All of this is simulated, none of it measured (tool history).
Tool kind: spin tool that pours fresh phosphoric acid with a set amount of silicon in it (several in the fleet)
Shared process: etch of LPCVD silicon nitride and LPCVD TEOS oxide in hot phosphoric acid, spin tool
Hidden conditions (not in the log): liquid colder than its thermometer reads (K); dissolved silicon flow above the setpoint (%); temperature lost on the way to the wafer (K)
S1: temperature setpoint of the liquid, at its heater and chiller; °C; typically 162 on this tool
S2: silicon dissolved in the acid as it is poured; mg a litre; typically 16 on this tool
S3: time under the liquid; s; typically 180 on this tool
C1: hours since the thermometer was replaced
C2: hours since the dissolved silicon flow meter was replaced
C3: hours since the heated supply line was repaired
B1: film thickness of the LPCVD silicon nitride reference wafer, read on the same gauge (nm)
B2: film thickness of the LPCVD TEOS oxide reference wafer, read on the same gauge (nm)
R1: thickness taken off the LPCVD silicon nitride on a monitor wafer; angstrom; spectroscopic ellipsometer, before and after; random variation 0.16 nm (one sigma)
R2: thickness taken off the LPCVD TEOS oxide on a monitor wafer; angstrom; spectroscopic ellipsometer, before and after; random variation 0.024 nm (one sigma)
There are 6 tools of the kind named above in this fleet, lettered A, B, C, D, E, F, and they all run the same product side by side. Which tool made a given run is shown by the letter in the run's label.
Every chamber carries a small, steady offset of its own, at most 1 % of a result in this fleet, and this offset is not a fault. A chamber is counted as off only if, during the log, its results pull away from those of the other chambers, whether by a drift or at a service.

run,hour,S1,S2,S3,C1,C2,C3,B1,B2,R1,R2
1D,8.6,162,16,180,1481.6,855.8,2336.9,30.018,149.99,164.48,3.3654
2E,18.2,162,16,180,928.6,1170.2,1787,29.941,149.99,162.96,2.8125
3F,25.8,162,16,180,862.2,1368.5,543.3,30.013,150.02,166.37,2.9488
4C,37.7,162,16,180,476.5,560.6,651.8,30,150.02,166.03,2.7078
5A,46.8,162,8,80,1441.1,346,368.8,29.96,150,73.499,1.7079
6B,54.6,162,8,80,2173.4,1248.2,1625.5,29.962,150.01,73.763,1.6835
7A,60,162,8,80,1454.3,359.2,382,30.001,149.98,73.762,1.6945
8F,71.5,162,8,80,907.9,1414.2,589,29.962,150.02,72.453,1.4719
# hour 75.1: chamber F: dissolved silicon flow meter replaced
9E,81.9,162,8,80,992.3,1233.9,1850.7,29.98,150.01,73.524,1.454
# hour 84.7: chamber D: heated supply line repaired
10C,93.4,162,8,80,532.2,616.3,707.5,30.004,150,72.404,1.6498
11B,99.9,162,16,180,2218.7,1293.5,1670.8,29.992,149.98,161.8,2.8027
12D,112.1,162,16,180,1585.1,959.3,27.4,29.977,150.02,167.64,3.076
# hour 114.9: chamber F: heated supply line repaired
13E,123.6,162,16,180,1034,1275.6,1892.4,30.011,150.05,166.02,3.0457
14B,132,162,16,180,2250.8,1325.6,1702.9,29.978,150.03,166.08,3.1668
15A,139.9,162,16,180,1534.2,439.1,461.9,30.01,149.99,164.63,2.9385
16C,145.9,162,16,180,584.7,668.8,760,30.011,149.99,164.1,3.0801
17D,157.6,164.5,25.5,180,1630.6,1004.8,72.9,29.998,150,178.55,2.5127
18F,166.2,164.5,25.5,180,1002.6,91.1,51.3,29.981,149.97,178.32,2.6988
19B,173.7,164.5,25.5,180,2292.5,1367.3,1744.6,30.059,150.01,176.34,2.6648
20E,184.1,164.5,25.5,180,1094.5,1336.1,1952.9,29.969,150.04,180.26,2.8018
21A,190.6,164.5,25.5,180,1584.9,489.8,512.6,29.998,149.98,180.99,2.7074
22F,199.3,164.5,25.5,180,1035.7,124.2,84.4,30.054,149.99,178.15,2.4711
23C,208.3,162,16,180,647.1,731.2,822.4,30.018,150.02,164.95,3.2541
# hour 213.1: chamber C: thermometer replaced
24D,215.8,162,16,180,1688.8,1063,131.1,30.007,149.99,163.41,2.9534
25F,222.5,162,16,180,1058.9,147.4,107.6,29.976,150.02,167.24,2.8901
26E,232.2,162,16,180,1142.6,1384.2,2001,30,150.01,166.34,2.8184
27D,238.9,162,4.5,180,1711.9,1086.1,154.2,30.004,150.01,164.54,3.3304
28C,249.8,162,4.5,180,36.7,772.7,863.9,29.972,150.02,162.55,4.0233
29B,255.6,162,4.5,180,2374.4,1449.2,1826.5,29.944,149.95,165.9,4.0362
30A,265.2,162,4.5,180,1659.5,564.4,587.2,30.03,150.04,162.77,3.7866
31C,272.8,162,4.5,180,59.7,795.7,886.9,29.99,150.01,164.83,4.0706
32A,283.1,162,4.5,180,1677.4,582.3,605.1,29.96,150.02,164.48,4.2483
33F,289.9,162,16,180,1126.3,214.8,175,29.949,150.06,164.16,2.8743
34D,301.6,162,16,180,1774.6,1148.8,216.9,30.012,150,163.48,2.6417
35B,313.3,162,16,180,2432.1,1506.9,1884.2,29.974,149.98,165.41,2.3802
36E,321.2,162,16,180,1231.6,1473.2,2090,30.001,150.01,164.23,3.0719
37C,328.4,162,16,180,115.3,851.3,942.5,29.972,150,162.03,2.9511
38A,339.1,162,16,180,1733.4,638.3,661.1,29.95,150.01,164.28,3.1712
39B,345.4,162,16,180,2464.2,1539,1916.3,30,149.98,165.88,3.2118

For the next run the whole fleet of 6 chambers uses the same settings. Give each chamber's results:
40A,354.3,163,16,180,,,,,,?,?
40B,354.3,163,16,180,,,,,,?,?
40C,354.3,163,16,180,,,,,,?,?
40D,354.3,163,16,180,,,,,,?,?
40E,354.3,163,16,180,,,,,,?,?
40F,354.3,163,16,180,,,,,,?,?

run,R1,R2
40A,170.37,2.974
40B,171.96,3.1547
40C,169.11,3.1681
40D,170.87,3.441
40E,170.49,3.4973
40F,173.16,3.1085
